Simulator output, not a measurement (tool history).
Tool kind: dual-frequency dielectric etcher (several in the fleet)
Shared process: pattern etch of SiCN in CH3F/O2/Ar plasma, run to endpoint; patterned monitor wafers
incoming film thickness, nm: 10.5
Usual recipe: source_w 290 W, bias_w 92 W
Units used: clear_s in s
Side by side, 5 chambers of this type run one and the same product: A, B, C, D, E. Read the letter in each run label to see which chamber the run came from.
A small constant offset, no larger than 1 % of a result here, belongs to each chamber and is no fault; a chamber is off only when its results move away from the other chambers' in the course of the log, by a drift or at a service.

run     day  source_w  bias_w  hours since the last wet clean  hours since the last source power generator calibration  hours since the last bias power generator calibration  clear_s
 1C   0.242       290      92                           179.2                                                    593.4                                                 2996.0   28.969
 2E   0.438       290      92                           338.9                                                   1520.4                                                  382.2   28.998
 3D   0.742       290      92                           220.0                                                   1513.0                                                  439.7   28.832
 4B   1.158       290      92                           160.6                                                   1275.5                                                 2187.3   28.656
 5A   1.375       290      92                           222.6                                                   3686.1                                                  598.2   28.254
 6E   1.621       290      92                           367.3                                                   1548.8                                                  410.6   28.735
      1.679  -- chamber E: wet clean of the chamber
 7C   1.967       290      92                           220.6                                                    634.8                                                 3037.4   29.141
      2.262  -- chamber C: bias power generator calibrated
 8B   2.275       290      92                           187.4                                                   1302.3                                                 2214.1   28.970
 9D   2.650       290      92                           265.8                                                   1558.8                                                  485.5   29.167
10A   2.875       290      92                           258.6                                                   3722.1                                                  634.2   28.664
11E   3.254       290      92                            37.8                                                   1588.0                                                  449.8   28.879
12D   3.471       290      92                           285.5                                                   1578.5                                                  505.2   28.929
13C   3.721       220      92                           262.7                                                    676.9                                                   35.0   32.160
14B   4.129       220      92                           231.9                                                   1346.8                                                 2258.6   32.319
15A   4.325       220      92                           293.4                                                   3756.9                                                  669.0   31.563
16D   4.533       220      92                           311.0                                                   1604.0                                                  530.7   32.225
17E   4.788       220      92                            74.6                                                   1624.8                                                  486.6   31.945
18C   5.188       290      92                           297.9                                                    712.1                                                   70.2   29.200
19A   5.529       290      92                           322.3                                                   3785.8                                                  697.9   28.464
20B   5.896       290      92                           274.3                                                   1389.2                                                 2301.0   29.271
21D   6.325       290      73                           354.0                                                   1647.0                                                  573.7   31.729
22E   6.583       290      73                           117.7                                                   1667.9                                                  529.7   31.653
23B   6.988       290      73                           300.5                                                   1415.4                                                 2327.2   32.375
24C   7.321       290      73                           349.1                                                    763.3                                                  121.4   31.687
25A   7.688       290      73                           374.1                                                   3837.6                                                  749.7   30.863
26C   8.117       290      92                           368.2                                                    782.4                                                  140.5   28.918
27D   8.321       290      92                           401.9                                                   1694.9                                                  621.6   28.734
28A   8.533       290      92                           394.4                                                   3857.9                                                  770.0   28.574
29B   8.971       250      78                           348.1                                                   1463.0                                                 2374.8   33.288
30E   9.362       250      78                           184.4                                                   1734.6                                                  596.4   32.873
31A   9.562       250      78                           419.1                                                   3882.6                                                  794.7   32.144
32D   9.908       250      78                           440.0                                                   1733.0                                                  659.7   32.722
33C  10.217       250      78                           418.6                                                    832.8                                                  190.9   33.095

Read the log: is a single chamber off, either drifting away or since a service, is the gauge that measures every chamber drifting, or is nothing wrong beyond small per-chamber offsets? Name any odd chamber and what most likely caused it.

One chamber, B, drifts off from the rest bit by bit.
What lies behind it: etch rate under this chamber's usual, % = 4.54.

Chamber B could run next with any of the 4 candidate recipes listed below; each alters the usual settings, and their results appear as question marks. Which one brings its results back in line with what the other chambers deliver on the usual settings?
Maximum distance from the other chambers' mean on the usual settings for a result to count as in line: clear_s 0.610 s
34B-1  10.538       290      91                                                                                                                                                        ?
34B-2  10.538       310      98                                                                                                                                                        ?
34B-3  10.538       290      94                                                                                                                                                        ?
34B-4  10.538       270      86                                                                                                                                                        ?

The other chambers' mean on the usual settings: clear_s 28.866 s
  run  clear_s
34B-1   30.363
34B-2   28.820
34B-3   29.993
34B-4   31.828
It is 34B-2 that realigns the chamber with its peers.
